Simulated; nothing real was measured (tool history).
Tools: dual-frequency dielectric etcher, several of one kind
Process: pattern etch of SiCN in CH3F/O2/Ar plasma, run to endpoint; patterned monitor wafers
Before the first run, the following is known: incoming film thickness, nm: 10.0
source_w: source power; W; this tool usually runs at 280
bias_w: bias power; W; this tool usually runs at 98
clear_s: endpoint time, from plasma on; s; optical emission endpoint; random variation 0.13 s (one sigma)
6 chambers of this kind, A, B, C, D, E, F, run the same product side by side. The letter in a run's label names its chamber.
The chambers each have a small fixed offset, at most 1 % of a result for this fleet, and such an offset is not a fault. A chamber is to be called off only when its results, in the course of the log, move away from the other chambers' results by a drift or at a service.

run	hour	source_w	bias_w	hours since the last wet clean	hours since the last source power generator calibration	hours since the last bias power generator calibration	clear_s
1C	10.5	280	98	43.7	26.9	806	27.389
2E	15.3	280	98	333.8	1344.2	3992.1	26.909
# hour 24.1: chamber E: bias power generator calibrated
3F	24.5	280	98	404.1	3059.6	342.1	26.931
4A	34.6	280	98	207.6	1469.6	4216.2	27.296
5D	39.9	280	98	355.2	559.5	93.4	27.412
6B	44.6	280	98	272.2	980.4	1047.1	26.932
7F	54	250	75	433.6	3089.1	371.6	31.33
8B	59.8	250	75	287.4	995.6	1062.3	31.265
# hour 70.4: chamber F: wet clean of the chamber
9D	70.5	250	75	385.8	590.1	124	31.645
10A	80.3	250	75	253.3	1515.3	4261.9	31.627
# hour 88: chamber E: wet clean of the chamber
11E	88.3	250	75	0.3	1417.2	64.3	31.213
12C	93.9	250	75	127.1	110.3	889.4	31.575
13C	104.1	330	84	137.3	120.5	899.6	27.489
14E	113.6	330	84	25.6	1442.5	89.6	26.972
15D	121.9	330	84	437.2	641.5	175.4	27.578
16F	132	330	84	61.6	3167.1	449.6	27.083
17B	138.4	330	84	366	1074.2	1140.9	27.25
18A	143.5	330	84	316.5	1578.5	4325.1	27.182
19C	150.7	280	98	183.9	167.1	946.2	27.285
20D	158.3	210	81	473.6	677.9	211.8	32.49
21A	165.5	210	81	338.5	1600.5	4347.1	32.489
22E	175.8	210	81	87.8	1504.7	151.8	32.305
23B	183.9	210	81	411.5	1119.7	1186.4	33.018
24F	194.5	210	81	124.1	3229.6	512.1	32.293
25E	199.5	210	81	111.5	1528.4	175.5	32.602
26B	209.5	280	98	437.1	1145.3	1212	27.744
# hour 210.3: chamber D: wet clean of the chamber
27F	215.2	350	98	144.8	3250.3	532.8	24.95
28A	222.5	350	98	395.5	1657.5	4404.1	24.833
29D	230.3	350	98	20	749.9	283.8	25.317
30C	237.1	350	98	270.3	253.5	1032.6	25.456
31B	247.2	350	98	474.8	1183	1249.7	25.894
32C	255.3	350	98	288.5	271.7	1050.8	25.004
33A	266.1	230	119	439.1	1701.1	4447.7	27.036
34E	272.2	230	119	184.2	1601.1	248.2	26.938
35D	279.3	230	119	69	798.9	332.8	27.334
36F	289.7	230	119	219.3	3324.8	607.3	26.78
37D	296.9	230	119	86.6	816.5	350.4	27.236
38E	305.6	230	119	217.6	1634.5	281.6	27.111

Each of the 6 chambers runs these same settings next. Fill in every chamber's results:
39A	313.5	280	98				?
39B	313.5	280	98				?
39C	313.5	280	98				?
39D	313.5	280	98				?
39E	313.5	280	98				?
39F	313.5	280	98				?

run	clear_s
39A	27.069
39B	28.692
39C	27.535
39D	27.325
39E	27.083
39F	26.969

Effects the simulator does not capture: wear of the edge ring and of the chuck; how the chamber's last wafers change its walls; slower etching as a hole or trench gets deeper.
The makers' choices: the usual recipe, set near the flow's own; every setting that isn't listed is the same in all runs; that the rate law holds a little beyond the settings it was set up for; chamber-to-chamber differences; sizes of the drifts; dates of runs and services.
